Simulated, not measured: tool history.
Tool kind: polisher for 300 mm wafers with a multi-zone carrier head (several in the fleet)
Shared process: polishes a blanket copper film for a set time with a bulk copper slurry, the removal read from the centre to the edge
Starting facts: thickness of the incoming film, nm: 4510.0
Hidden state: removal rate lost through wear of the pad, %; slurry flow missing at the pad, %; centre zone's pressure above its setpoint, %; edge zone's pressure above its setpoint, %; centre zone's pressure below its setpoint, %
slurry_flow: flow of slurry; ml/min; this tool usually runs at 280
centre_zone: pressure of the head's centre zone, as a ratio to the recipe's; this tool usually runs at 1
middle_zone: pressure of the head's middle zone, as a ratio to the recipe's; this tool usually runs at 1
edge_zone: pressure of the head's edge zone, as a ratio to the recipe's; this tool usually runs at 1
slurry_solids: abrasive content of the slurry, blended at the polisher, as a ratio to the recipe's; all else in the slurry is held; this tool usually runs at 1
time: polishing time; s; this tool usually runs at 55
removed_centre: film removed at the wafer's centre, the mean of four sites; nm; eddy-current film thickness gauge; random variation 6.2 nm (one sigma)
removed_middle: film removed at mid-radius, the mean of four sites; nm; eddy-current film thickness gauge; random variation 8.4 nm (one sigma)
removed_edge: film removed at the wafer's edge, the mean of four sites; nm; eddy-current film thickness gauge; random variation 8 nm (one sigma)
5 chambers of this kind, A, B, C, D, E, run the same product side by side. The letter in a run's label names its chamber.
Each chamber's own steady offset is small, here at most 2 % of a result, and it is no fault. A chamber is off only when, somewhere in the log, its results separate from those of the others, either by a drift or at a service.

| run | hour | slurry_flow | centre_zone | middle_zone | edge_zone | slurry_solids | time | wafers polished on this pad | hours since the slurry nozzle was cleaned | hours since the centre zone pressure was calibrated | hours since the edge zone pressure was calibrated | removed_centre | removed_middle | removed_edge |
|---|---|---|---|---|---|---|---|---|---|---|---|---|---|---|
| 1B | 6.4 | 280 | 1 | 1 | 1 | 1 | 55 | 1105 | 152.2 | 99.4 | 303.6 | 723.76 | 710.08 | 734.16 |
| 2D | 16.6 | 280 | 1 | 1 | 1 | 1 | 55 | 1231 | 343.6 | 177.4 | 1080.9 | 715.93 | 736.99 | 713.22 |
|  | 18 | chamber B: worn pad replaced by a new one |
| 3E | 25.1 | 280 | 1 | 1 | 1 | 1 | 55 | 450 | 214.4 | 173.7 | 287.3 | 705.78 | 720.67 | 738.15 |
|  | 27.4 | chamber C: worn pad replaced by a new one |
| 4C | 33.7 | 280 | 1 | 1 | 1 | 1 | 55 | 38 | 248.6 | 90 | 1026.5 | 722.09 | 718.31 | 724.5 |
| 5A | 45.6 | 280 | 1 | 1 | 1 | 1 | 55 | 439 | 691.3 | 610.3 | 373.9 | 717.71 | 730.77 | 709.71 |
|  | 48.2 | chamber D: edge zone pressure recalibrated |
|  | 52.6 | chamber B: edge zone pressure recalibrated |
| 6C | 55.3 | 280 | 1 | 1 | 1 | 1 | 55 | 171 | 270.2 | 111.6 | 1048.1 | 721.65 | 716.42 | 741.5 |
|  | 60.8 | chamber E: worn pad replaced by a new one |
| 7D | 63.5 | 280 | 1 | 1 | 1 | 1 | 55 | 1518 | 390.5 | 224.3 | 15.3 | 710.62 | 713.11 | 717.6 |
| 8B | 69.9 | 280 | 1 | 1 | 1 | 1 | 55 | 317 | 215.7 | 162.9 | 17.4 | 724.01 | 708.53 | 722.28 |
| 9A | 76.2 | 280 | 1 | 1 | 1 | 1 | 55 | 626 | 721.9 | 640.9 | 404.5 | 722.24 | 727.93 | 717.88 |
|  | 78 | chamber D: worn pad replaced by a new one |
|  | 78.1 | chamber C: slurry nozzle cleaned |
| 10E | 86.9 | 280 | 0.91 | 1.09 | 1 | 1 | 55 | 160 | 276.2 | 235.5 | 349.1 | 640.24 | 767.9 | 725.92 |
|  | 94.8 | chamber A: slurry nozzle cleaned |
| 11E | 96 | 280 | 0.91 | 1.09 | 1 | 1 | 55 | 216 | 285.3 | 244.6 | 358.2 | 644.52 | 776.44 | 726.17 |
|  | 101.2 | chamber A: worn pad replaced by a new one |
|  | 105.4 | chamber C: worn pad replaced by a new one |
| 12C | 106.4 | 280 | 0.91 | 1.09 | 1 | 1 | 55 | 6 | 28.3 | 162.7 | 1099.2 | 659.62 | 790.8 | 724.54 |
| 13B | 116.1 | 280 | 0.91 | 1.09 | 1 | 1 | 55 | 600 | 261.9 | 209.1 | 63.6 | 658.57 | 776.26 | 730.6 |
| 14D | 123 | 280 | 0.91 | 1.09 | 1 | 1 | 55 | 275 | 450 | 283.8 | 74.8 | 649.91 | 774.01 | 732.67 |
| 15A | 131.5 | 280 | 1 | 1 | 1 | 1 | 40 | 185 | 36.7 | 696.2 | 459.8 | 536.7 | 531.35 | 521.52 |
| 16E | 138.6 | 280 | 1 | 1 | 1 | 1 | 40 | 477 | 327.9 | 287.2 | 400.8 | 521.87 | 519.11 | 519.64 |
|  | 142.9 | chamber D: centre zone pressure recalibrated |
| 17D | 146.3 | 280 | 1 | 1 | 1 | 1 | 40 | 418 | 473.3 | 3.4 | 98.1 | 521.87 | 526.63 | 521.89 |
|  | 147.1 | chamber A: edge zone pressure recalibrated |
| 18C | 154.9 | 280 | 1 | 1 | 1 | 1 | 40 | 303 | 76.8 | 211.2 | 1147.7 | 534.4 | 522.29 | 530.93 |
| 19B | 165.4 | 280 | 1 | 1 | 1 | 1 | 40 | 902 | 311.2 | 258.4 | 112.9 | 525.16 | 511.02 | 527.05 |
|  | 175 | chamber E: worn pad replaced by a new one |
| 20A | 175.8 | 325 | 1 | 1 | 0.92 | 1 | 55 | 457 | 81 | 740.5 | 28.7 | 778.61 | 736.92 | 695.39 |
| 21D | 182.7 | 325 | 1 | 1 | 0.92 | 1 | 55 | 641 | 509.7 | 39.8 | 134.5 | 737.35 | 736.74 | 687.02 |
|  | 185.7 | chamber C: worn pad replaced by a new one |
| 22A | 190.4 | 325 | 1 | 1 | 0.92 | 1 | 55 | 546 | 95.6 | 755.1 | 43.3 | 765.62 | 731.82 | 684.63 |
| 23B | 199.6 | 325 | 1 | 1 | 0.92 | 1 | 55 | 1112 | 345.4 | 292.6 | 147.1 | 743.58 | 723.52 | 687.84 |
| 24E | 207.7 | 325 | 1 | 1 | 0.92 | 1 | 55 | 200 | 397 | 356.3 | 469.9 | 718.89 | 721.93 | 696.26 |
|  | 207.8 | chamber B: worn pad replaced by a new one |
| 25C | 218.8 | 280 | 1 | 1 | 1 | 1 | 63 | 203 | 140.7 | 275.1 | 1211.6 | 831.54 | 841.74 | 835.55 |
| 26E | 228.5 | 280 | 1 | 1 | 1 | 1 | 63 | 328 | 417.8 | 377.1 | 490.7 | 804.57 | 817.89 | 826.51 |
|  | 231 | chamber C: edge zone pressure recalibrated |
| 27C | 234.9 | 280 | 1 | 1 | 1 | 1 | 63 | 301 | 156.8 | 291.2 | 4 | 830.15 | 828.62 | 839.68 |
|  | 237.4 | chamber A: worn pad replaced by a new one |
| 28D | 241 | 280 | 1 | 1 | 1 | 1 | 63 | 998 | 568 | 98.1 | 192.8 | 821.18 | 821.16 | 819.58 |
|  | 249.4 | chamber E: slurry nozzle cleaned |
| 29B | 252.6 | 280 | 1 | 1 | 1 | 1 | 63 | 274 | 398.4 | 345.6 | 200.1 | 822.18 | 816.27 | 814.85 |
| 30A | 263.1 | 280 | 0.93 | 0.95 | 1 | 1 | 55 | 157 | 168.3 | 827.8 | 116 | 711.45 | 677.29 | 712.19 |
|  | 268.3 | chamber C: worn pad replaced by a new one |
| 31B | 269.8 | 280 | 0.93 | 0.95 | 1 | 1 | 55 | 380 | 415.6 | 362.8 | 217.3 | 668.31 | 668.63 | 714.31 |
| 32D | 279.7 | 280 | 0.93 | 0.95 | 1 | 1 | 55 | 1235 | 606.7 | 136.8 | 231.5 | 669.6 | 676.01 | 715.84 |
|  | 288.4 | chamber E: worn pad replaced by a new one |
| 33A | 290.1 | 280 | 0.93 | 0.95 | 1 | 1 | 55 | 323 | 195.3 | 854.8 | 143 | 721.65 | 693.23 | 711.14 |
| 34E | 300.8 | 280 | 0.93 | 0.95 | 1 | 1 | 55 | 76 | 51.5 | 449.4 | 563 | 665.76 | 689.01 | 730.08 |
| 35C | 307.9 | 280 | 1 | 1 | 1 | 1 | 55 | 243 | 229.8 | 364.2 | 77 | 725.51 | 722.46 | 729.71 |
| 36D | 316.5 | 280 | 0.9 | 1 | 1 | 1 | 68 | 1461 | 643.5 | 173.6 | 268.3 | 794.26 | 878.08 | 859.98 |
| 37E | 325.4 | 280 | 0.9 | 1 | 1 | 1 | 68 | 226 | 76.1 | 474 | 587.6 | 787.35 | 881.5 | 885.7 |
| 38B | 338 | 280 | 0.9 | 1 | 1 | 1 | 68 | 798 | 483.8 | 431 | 285.5 | 796.63 | 882.13 | 877.36 |
| 39C | 344.4 | 280 | 0.9 | 1 | 1 | 1 | 68 | 466 | 266.3 | 400.7 | 113.5 | 804.59 | 870.54 | 880.43 |

All 5 chambers run these settings next. Forecast each chamber's results:
| 40A | 354 | 280 | 1 | 1 | 1 | 1 | 55 |  |  |  |  | ? | ? | ? |
| 40B | 354 | 280 | 1 | 1 | 1 | 1 | 55 |  |  |  |  | ? | ? | ? |
| 40C | 354 | 280 | 1 | 1 | 1 | 1 | 55 |  |  |  |  | ? | ? | ? |
| 40D | 354 | 280 | 1 | 1 | 1 | 1 | 55 |  |  |  |  | ? | ? | ? |
| 40E | 354 | 280 | 1 | 1 | 1 | 1 | 55 |  |  |  |  | ? | ? | ? |

| run | removed_centre | removed_middle | removed_edge |
|---|---|---|---|
| 40A | 794.32 | 731.25 | 712.08 |
| 40B | 720.36 | 713.31 | 709.14 |
| 40C | 726.87 | 741.64 | 727.32 |
| 40D | 716.06 | 721.23 | 721.66 |
| 40E | 710.53 | 717.07 | 717.93 |

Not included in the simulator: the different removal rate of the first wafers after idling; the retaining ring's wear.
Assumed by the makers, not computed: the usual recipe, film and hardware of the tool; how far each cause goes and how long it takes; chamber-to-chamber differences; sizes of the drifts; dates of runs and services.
